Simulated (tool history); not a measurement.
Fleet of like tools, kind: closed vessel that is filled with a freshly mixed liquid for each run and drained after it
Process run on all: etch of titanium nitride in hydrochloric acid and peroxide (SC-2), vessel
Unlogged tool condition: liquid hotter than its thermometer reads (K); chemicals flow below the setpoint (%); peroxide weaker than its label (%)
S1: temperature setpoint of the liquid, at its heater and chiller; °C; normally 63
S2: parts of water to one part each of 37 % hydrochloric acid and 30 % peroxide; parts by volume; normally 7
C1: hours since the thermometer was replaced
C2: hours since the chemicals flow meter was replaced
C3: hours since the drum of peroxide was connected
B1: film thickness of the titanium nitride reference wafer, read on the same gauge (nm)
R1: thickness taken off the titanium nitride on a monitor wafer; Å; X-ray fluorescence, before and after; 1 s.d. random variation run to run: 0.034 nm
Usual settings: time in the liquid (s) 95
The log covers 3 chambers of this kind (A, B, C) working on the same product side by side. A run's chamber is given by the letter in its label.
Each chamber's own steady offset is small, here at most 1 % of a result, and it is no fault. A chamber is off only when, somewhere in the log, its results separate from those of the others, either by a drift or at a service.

run 1B hour=5.9 | S1=63 S2=7 time_in_the_liquid_(s)=95 | C1=1405.9 C2=1562.4 C3=16.4 | B1=89.993 | R1=46.024
run 2C hour=12.8 | S1=63 S2=7 time_in_the_liquid_(s)=95 | C1=982.8 C2=127.2 C3=307.9 | B1=90.045 | R1=46.564
run 3A hour=18.9 | S1=63 S2=7 time_in_the_liquid_(s)=95 | C1=785.7 C2=1890.3 C3=947 | B1=90.013 | R1=46.628
run 4C hour=32.1 | S1=63 S2=7 time_in_the_liquid_(s)=95 | C1=1002.1 C2=146.5 C3=327.2 | B1=89.998 | R1=46.655
run 5A hour=40.1 | S1=63 S2=7 time_in_the_liquid_(s)=95 | C1=806.9 C2=1911.5 C3=968.2 | B1=89.987 | R1=46.861
run 6B hour=50.8 | S1=63 S2=7 time_in_the_liquid_(s)=95 | C1=1450.8 C2=1607.3 C3=61.3 | B1=90.02 | R1=46.976
run 7A hour=61.4 | S1=63 S2=7 time_in_the_liquid_(s)=95 | C1=828.2 C2=1932.8 C3=989.5 | B1=89.978 | R1=46.563
run 8B hour=72.2 | S1=63 S2=7 time_in_the_liquid_(s)=95 | C1=1472.2 C2=1628.7 C3=82.7 | B1=90.019 | R1=46.103
run 9C hour=79.7 | S1=63 S2=4 time_in_the_liquid_(s)=95 | C1=1049.7 C2=194.1 C3=374.8 | B1=89.969 | R1=70.394
run 10B hour=91.6 | S1=63 S2=4 time_in_the_liquid_(s)=95 | C1=1491.6 C2=1648.1 C3=102.1 | B1=90.048 | R1=69.819
run 11C hour=102.3 | S1=63 S2=4 time_in_the_liquid_(s)=95 | C1=1072.3 C2=216.7 C3=397.4 | B1=90.009 | R1=70.847
-- hour=103.3 chamber A: new drum of peroxide connected
run 12A hour=115.3 | S1=63 S2=7 time_in_the_liquid_(s)=95 | C1=882.1 C2=1986.7 C3=12 | B1=89.988 | R1=46.616
run 13B hour=122.8 | S1=63 S2=7 time_in_the_liquid_(s)=95 | C1=1522.8 C2=1679.3 C3=133.3 | B1=89.973 | R1=46.714
run 14A hour=132.1 | S1=63 S2=7 time_in_the_liquid_(s)=95 | C1=898.9 C2=2003.5 C3=28.8 | B1=89.994 | R1=46.419
run 15C hour=143.1 | S1=63 S2=7 time_in_the_liquid_(s)=95 | C1=1113.1 C2=257.5 C3=438.2 | B1=90.015 | R1=47.958
run 16B hour=154.6 | S1=63 S2=7 time_in_the_liquid_(s)=95 | C1=1554.6 C2=1711.1 C3=165.1 | B1=89.999 | R1=46.269
run 17A hour=167.6 | S1=63 S2=7 time_in_the_liquid_(s)=95 | C1=934.4 C2=2039 C3=64.3 | B1=90.006 | R1=47.107
run 18C hour=174.8 | S1=63 S2=7 time_in_the_liquid_(s)=95 | C1=1144.8 C2=289.2 C3=469.9 | B1=89.994 | R1=47.759
run 19A hour=181.4 | S1=63 S2=8 time_in_the_liquid_(s)=50 | C1=948.2 C2=2052.8 C3=78.1 | B1=90.012 | R1=22.017
run 20C hour=191.8 | S1=63 S2=8 time_in_the_liquid_(s)=50 | C1=1161.8 C2=306.2 C3=486.9 | B1=89.982 | R1=22.691
run 21B hour=204.8 | S1=63 S2=8 time_in_the_liquid_(s)=50 | C1=1604.8 C2=1761.3 C3=215.3 | B1=90.05 | R1=22.109
run 22C hour=217.3 | S1=63 S2=7 time_in_the_liquid_(s)=95 | C1=1187.3 C2=331.7 C3=512.4 | B1=90.006 | R1=48.697
run 23A hour=224.1 | S1=63 S2=7 time_in_the_liquid_(s)=95 | C1=990.9 C2=2095.5 C3=120.8 | B1=90.042 | R1=46.55
run 24B hour=230.8 | S1=63 S2=7 time_in_the_liquid_(s)=95 | C1=1630.8 C2=1787.3 C3=241.3 | B1=89.976 | R1=46.631
run 25A hour=243.3 | S1=54 S2=7 time_in_the_liquid_(s)=150 | C1=1010.1 C2=2114.7 C3=140 | B1=90.009 | R1=41.159
run 26B hour=253.3 | S1=54 S2=7 time_in_the_liquid_(s)=150 | C1=1653.3 C2=1809.8 C3=263.8 | B1=89.99 | R1=41.484
run 27C hour=261 | S1=54 S2=7 time_in_the_liquid_(s)=150 | C1=1231 C2=375.4 C3=556.1 | B1=89.991 | R1=43.614
-- hour=264.7 chamber A: chemicals flow meter replaced
run 28A hour=270.7 | S1=63 S2=6 time_in_the_liquid_(s)=125 | C1=1037.5 C2=6.1 C3=167.4 | B1=90.01 | R1=68.873
run 29C hour=278.3 | S1=63 S2=6 time_in_the_liquid_(s)=125 | C1=1248.3 C2=392.7 C3=573.4 | B1=90.031 | R1=72.685
run 30B hour=288.4 | S1=63 S2=6 time_in_the_liquid_(s)=125 | C1=1688.4 C2=1844.9 C3=298.9 | B1=89.985 | R1=68.132
run 31B hour=297.6 | S1=63 S2=7 time_in_the_liquid_(s)=95 | C1=1697.6 C2=1854.1 C3=308.1 | B1=89.959 | R1=46.277
run 32A hour=305.3 | S1=63 S2=5.5 time_in_the_liquid_(s)=120 | C1=1072.1 C2=40.7 C3=202 | B1=89.961 | R1=70.326

All chambers now run identical settings, listed one chamber a line with results as question marks. What results will each chamber show?
run 33A hour=314.9 | S1=63 S2=5.5 time_in_the_liquid_(s)=95 | R1=?
run 33B hour=314.9 | S1=63 S2=5.5 time_in_the_liquid_(s)=95 | R1=?
run 33C hour=314.9 | S1=63 S2=5.5 time_in_the_liquid_(s)=95 | R1=?

run=33A R1=55.923
run=33B R1=55.623
run=33C R1=59.611

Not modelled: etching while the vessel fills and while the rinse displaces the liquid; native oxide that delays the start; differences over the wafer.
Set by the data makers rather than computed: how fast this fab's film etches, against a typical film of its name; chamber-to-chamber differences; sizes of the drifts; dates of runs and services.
